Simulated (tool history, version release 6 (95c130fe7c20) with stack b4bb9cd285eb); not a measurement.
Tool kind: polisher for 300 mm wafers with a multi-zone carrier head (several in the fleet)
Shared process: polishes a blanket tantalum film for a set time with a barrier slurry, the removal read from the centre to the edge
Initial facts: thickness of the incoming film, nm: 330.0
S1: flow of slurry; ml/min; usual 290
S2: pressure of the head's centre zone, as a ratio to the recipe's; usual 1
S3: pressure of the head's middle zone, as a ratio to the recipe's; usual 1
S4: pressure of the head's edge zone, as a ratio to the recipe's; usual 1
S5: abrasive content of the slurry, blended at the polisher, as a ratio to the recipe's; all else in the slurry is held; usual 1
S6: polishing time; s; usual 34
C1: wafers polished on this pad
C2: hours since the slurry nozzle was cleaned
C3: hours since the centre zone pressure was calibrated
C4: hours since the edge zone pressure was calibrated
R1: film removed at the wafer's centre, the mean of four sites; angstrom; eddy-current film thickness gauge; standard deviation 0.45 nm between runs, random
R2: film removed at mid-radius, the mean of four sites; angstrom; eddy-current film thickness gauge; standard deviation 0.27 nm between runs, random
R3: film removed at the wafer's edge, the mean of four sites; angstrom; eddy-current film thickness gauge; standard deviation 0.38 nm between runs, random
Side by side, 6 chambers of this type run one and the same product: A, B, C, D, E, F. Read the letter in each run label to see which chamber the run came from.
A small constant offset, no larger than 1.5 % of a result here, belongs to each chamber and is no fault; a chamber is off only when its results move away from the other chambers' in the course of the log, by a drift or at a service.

run 1C hour=11.3 | S1=290 S2=1 S3=1 S4=1 S5=1 S6=34 | C1=1200 C2=141.2 C3=730.1 C4=375 | R1=446.31 R2=440.57 R3=445.39
run 2D hour=21.3 | S1=290 S2=1 S3=1 S4=1 S5=1 S6=34 | C1=576 C2=111.8 C3=700.6 C4=338 | R1=443.65 R2=444.5 R3=437.51
-- hour=22 chamber C: worn pad replaced by a new one
-- hour=22.8 chamber B: worn pad replaced by a new one
run 3F hour=31.9 | S1=290 S2=1 S3=1 S4=1 S5=1 S6=34 | C1=963 C2=549.3 C3=51.9 C4=212.6 | R1=439.99 R2=443.27 R3=437.91
-- hour=40.6 chamber E: edge zone pressure recalibrated
-- hour=43.5 chamber A: worn pad replaced by a new one
run 4E hour=45.4 | S1=290 S2=1 S3=1 S4=1 S5=1 S6=34 | C1=557 C2=384.6 C3=238.1 C4=4.9 | R1=448.66 R2=445.84 R3=446.44
-- hour=53.9 chamber D: worn pad replaced by a new one
run 5B hour=58.5 | S1=290 S2=1 S3=1 S4=1 S5=1 S6=34 | C1=430 C2=176.6 C3=629.7 C4=695.6 | R1=438.76 R2=440.88 R3=440.45
run 6A hour=67.4 | S1=290 S2=1 S3=1 S4=1 S5=1 S6=34 | C1=288 C2=218.3 C3=417 C4=629.3 | R1=441.06 R2=440.59 R3=442.47
-- hour=68.5 chamber F: worn pad replaced by a new one
-- hour=74.6 chamber A: slurry nozzle cleaned
run 7C hour=78.7 | S1=290 S2=1 S3=1 S4=1 S5=1 S6=34 | C1=684 C2=208.6 C3=797.5 C4=442.4 | R1=453.49 R2=441.79 R3=440.04
run 8D hour=87.2 | S1=290 S2=1 S3=1 S4=1 S5=1 S6=34 | C1=402 C2=177.7 C3=766.5 C4=403.9 | R1=446.2 R2=445.42 R3=445.71
-- hour=88.5 chamber C: slurry nozzle cleaned
-- hour=90.7 chamber E: worn pad replaced by a new one
run 9B hour=97.7 | S1=290 S2=1 S3=1 S4=1 S5=1 S6=34 | C1=903 C2=215.8 C3=668.9 C4=734.8 | R1=441.41 R2=436.49 R3=448.11
-- hour=102.7 chamber F: slurry nozzle cleaned
run 10F hour=112.1 | S1=290 S2=1 S3=1 S4=1 S5=1 S6=34 | C1=526 C2=9.5 C3=132.1 C4=292.8 | R1=448.88 R2=436.62 R3=440.91
-- hour=114.9 chamber B: worn pad replaced by a new one
-- hour=118.1 chamber A: worn pad replaced by a new one
run 11A hour=123.1 | S1=290 S2=1 S3=1 S4=1 S5=1 S6=34 | C1=61 C2=48.5 C3=472.7 C4=685 | R1=439.66 R2=442.08 R3=451.38
-- hour=126.3 chamber C: worn pad replaced by a new one
run 12E hour=131.2 | S1=290 S2=1 S3=0.9 S4=1 S5=1 S6=34 | C1=489 C2=470.4 C3=323.9 C4=90.7 | R1=445.77 R2=403.12 R3=446.16
-- hour=133.4 chamber E: slurry nozzle cleaned
-- hour=136.9 chamber D: worn pad replaced by a new one
run 13F hour=145 | S1=290 S2=1 S3=0.9 S4=1 S5=1 S6=34 | C1=923 C2=42.4 C3=165 C4=325.7 | R1=439.79 R2=396.57 R3=435.82
run 14B hour=157.9 | S1=290 S2=1 S3=0.9 S4=1 S5=1 S6=34 | C1=518 C2=276 C3=729.1 C4=795 | R1=440.82 R2=400.47 R3=446.27
-- hour=160.8 chamber F: worn pad replaced by a new one
run 15A hour=172.4 | S1=290 S2=1 S3=0.9 S4=1 S5=1 S6=34 | C1=655 C2=97.8 C3=522 C4=734.3 | R1=443.25 R2=399.73 R3=440.65
run 16D hour=180.8 | S1=290 S2=1 S3=0.9 S4=1 S5=1 S6=34 | C1=529 C2=271.3 C3=860.1 C4=497.5 | R1=447.24 R2=405.41 R3=441.91
-- hour=185.6 chamber E: worn pad replaced by a new one
-- hour=185.9 chamber A: centre zone pressure recalibrated
-- hour=188.6 chamber B: worn pad replaced by a new one
-- hour=192.7 chamber A: edge zone pressure recalibrated
run 17C hour=196.6 | S1=290 S2=1 S3=0.9 S4=1 S5=1 S6=34 | C1=848 C2=108.1 C3=915.4 C4=560.3 | R1=441.69 R2=401.42 R3=444.08
-- hour=203.6 chamber A: worn pad replaced by a new one
run 18E hour=206.6 | S1=290 S2=1 S3=1 S4=1 S5=1 S6=34 | C1=253 C2=73.3 C3=399.3 C4=166.1 | R1=451.41 R2=441.94 R3=447.46
-- hour=217.5 chamber D: worn pad replaced by a new one
run 19F hour=222 | S1=290 S2=1 S3=1 S4=1 S5=1 S6=34 | C1=738 C2=119.4 C3=242 C4=402.7 | R1=445.91 R2=443.07 R3=439.88
-- hour=229.1 chamber C: worn pad replaced by a new one
run 20C hour=233.3 | S1=290 S2=1 S3=1 S4=1 S5=1 S6=34 | C1=51 C2=144.8 C3=952.1 C4=597 | R1=446.36 R2=439.86 R3=437.39
run 21A hour=241.1 | S1=290 S2=1 S3=1 S4=1 S5=1 S6=34 | C1=452 C2=166.5 C3=55.3 C4=48.4 | R1=439.38 R2=437.4 R3=449.92
run 22E hour=252.7 | S1=290 S2=1 S3=1 S4=1 S5=1 S6=34 | C1=809 C2=119.4 C3=445.4 C4=212.2 | R1=440.12 R2=442.26 R3=442.66
-- hour=258.4 chamber F: worn pad replaced by a new one
-- hour=262 chamber B: worn pad replaced by a new one
run 23B hour=266.1 | S1=290 S2=1 S3=1 S4=1 S5=1 S6=34 | C1=50 C2=384.2 C3=837.3 C4=903.2 | R1=440.9 R2=441.4 R3=448.35
run 24D hour=277 | S1=290 S2=1 S3=1 S4=1 S5=1 S6=34 | C1=718 C2=367.5 C3=956.3 C4=593.7 | R1=443.44 R2=445.96 R3=442.5
-- hour=277.5 chamber E: worn pad replaced by a new one
-- hour=286.9 chamber B: slurry nozzle cleaned
run 25F hour=288.9 | S1=290 S2=1 S3=1 S4=1 S5=1 S6=34 | C1=367 C2=186.3 C3=308.9 C4=469.6 | R1=437.29 R2=434.51 R3=438.31
-- hour=291.7 chamber A: worn pad replaced by a new one
-- hour=303.3 chamber C: slurry nozzle cleaned
run 26A hour=304.3 | S1=260 S2=1 S3=1 S4=1 S5=1 S6=45 | C1=152 C2=229.7 C3=118.5 C4=111.6 | R1=572.95 R2=578.2 R3=592.11
-- hour=312.4 chamber B: edge zone pressure recalibrated
-- hour=313.5 chamber D: worn pad replaced by a new one
run 27D hour=315.2 | S1=260 S2=1 S3=1 S4=1 S5=1 S6=45 | C1=21 C2=405.7 C3=994.5 C4=631.9 | R1=572.34 R2=580.65 R3=576.09
-- hour=316.9 chamber C: worn pad replaced by a new one
run 28E hour=324.2 | S1=260 S2=1 S3=1 S4=1 S5=1 S6=45 | C1=563 C2=190.9 C3=516.9 C4=283.7 | R1=577.44 R2=582.97 R3=576.09
run 29C hour=335.5 | S1=260 S2=1 S3=1 S4=1 S5=1 S6=45 | C1=225 C2=32.3 C3=1054.3 C4=699.2 | R1=566.47 R2=572.27 R3=578.76
-- hour=337.5 chamber A: slurry nozzle cleaned
run 30B hour=351.6 | S1=260 S2=1 S3=1 S4=1 S5=1 S6=45 | C1=1081 C2=64.7 C3=922.8 C4=39.3 | R1=590.73 R2=568.54 R3=578.71
-- hour=356 chamber B: worn pad replaced by a new one
-- hour=359.5 chamber F: worn pad replaced by a new one
run 31F hour=366.2 | S1=260 S2=1 S3=1 S4=1 S5=1 S6=45 | C1=81 C2=263.6 C3=386.2 C4=546.9 | R1=574.8 R2=576.38 R3=576.79
-- hour=370.6 chamber A: worn pad replaced by a new one
-- hour=375.7 chamber E: worn pad replaced by a new one
run 32E hour=378.5 | S1=290 S2=1 S3=1 S4=1 S5=1 S6=34 | C1=34 C2=245.2 C3=571.2 C4=338 | R1=443.52 R2=443.21 R3=439.5
-- hour=390.9 chamber D: centre zone pressure recalibrated
run 33C hour=394.1 | S1=290 S2=1 S3=1 S4=1 S5=1 S6=34 | C1=931 C2=90.9 C3=1112.9 C4=757.8 | R1=443.71 R2=435.16 R3=441.95
-- hour=397.4 chamber D: worn pad replaced by a new one
run 34B hour=405.4 | S1=290 S2=1 S3=1 S4=1 S5=1 S6=34 | C1=595 C2=118.5 C3=976.6 C4=93.1 | R1=440.01 R2=437.16 R3=447.61
run 35D hour=414.1 | S1=290 S2=1 S3=1 S4=1 S5=1 S6=34 | C1=201 C2=504.6 C3=23.3 C4=730.8 | R1=437.93 R2=442.78 R3=447.23
run 36A hour=427 | S1=290 S2=1 S3=1 S4=1 S5=1 S6=34 | C1=680 C2=89.5 C3=241.2 C4=234.3 | R1=437.61 R2=441.63 R3=449.23

Next, every chamber runs the same settings. What will each give?
run 37A hour=438.9 | S1=290 S2=1 S3=1 S4=1 S5=0.85 S6=34 | R1=? R2=? R3=?
run 37B hour=438.9 | S1=290 S2=1 S3=1 S4=1 S5=0.85 S6=34 | R1=? R2=? R3=?
run 37C hour=438.9 | S1=290 S2=1 S3=1 S4=1 S5=0.85 S6=34 | R1=? R2=? R3=?
run 37D hour=438.9 | S1=290 S2=1 S3=1 S4=1 S5=0.85 S6=34 | R1=? R2=? R3=?
run 37E hour=438.9 | S1=290 S2=1 S3=1 S4=1 S5=0.85 S6=34 | R1=? R2=? R3=?
run 37F hour=438.9 | S1=290 S2=1 S3=1 S4=1 S5=0.85 S6=34 | R1=? R2=? R3=?

run=37A R1=414.36 R2=421.1 R3=413.69
run=37B R1=423.81 R2=417.73 R3=419.05
run=37C R1=421.08 R2=416.66 R3=424.32
run=37D R1=422.07 R2=422.8 R3=423.73
run=37E R1=426.45 R2=424.78 R3=418.53
run=37F R1=412.22 R2=420.33 R3=419.92

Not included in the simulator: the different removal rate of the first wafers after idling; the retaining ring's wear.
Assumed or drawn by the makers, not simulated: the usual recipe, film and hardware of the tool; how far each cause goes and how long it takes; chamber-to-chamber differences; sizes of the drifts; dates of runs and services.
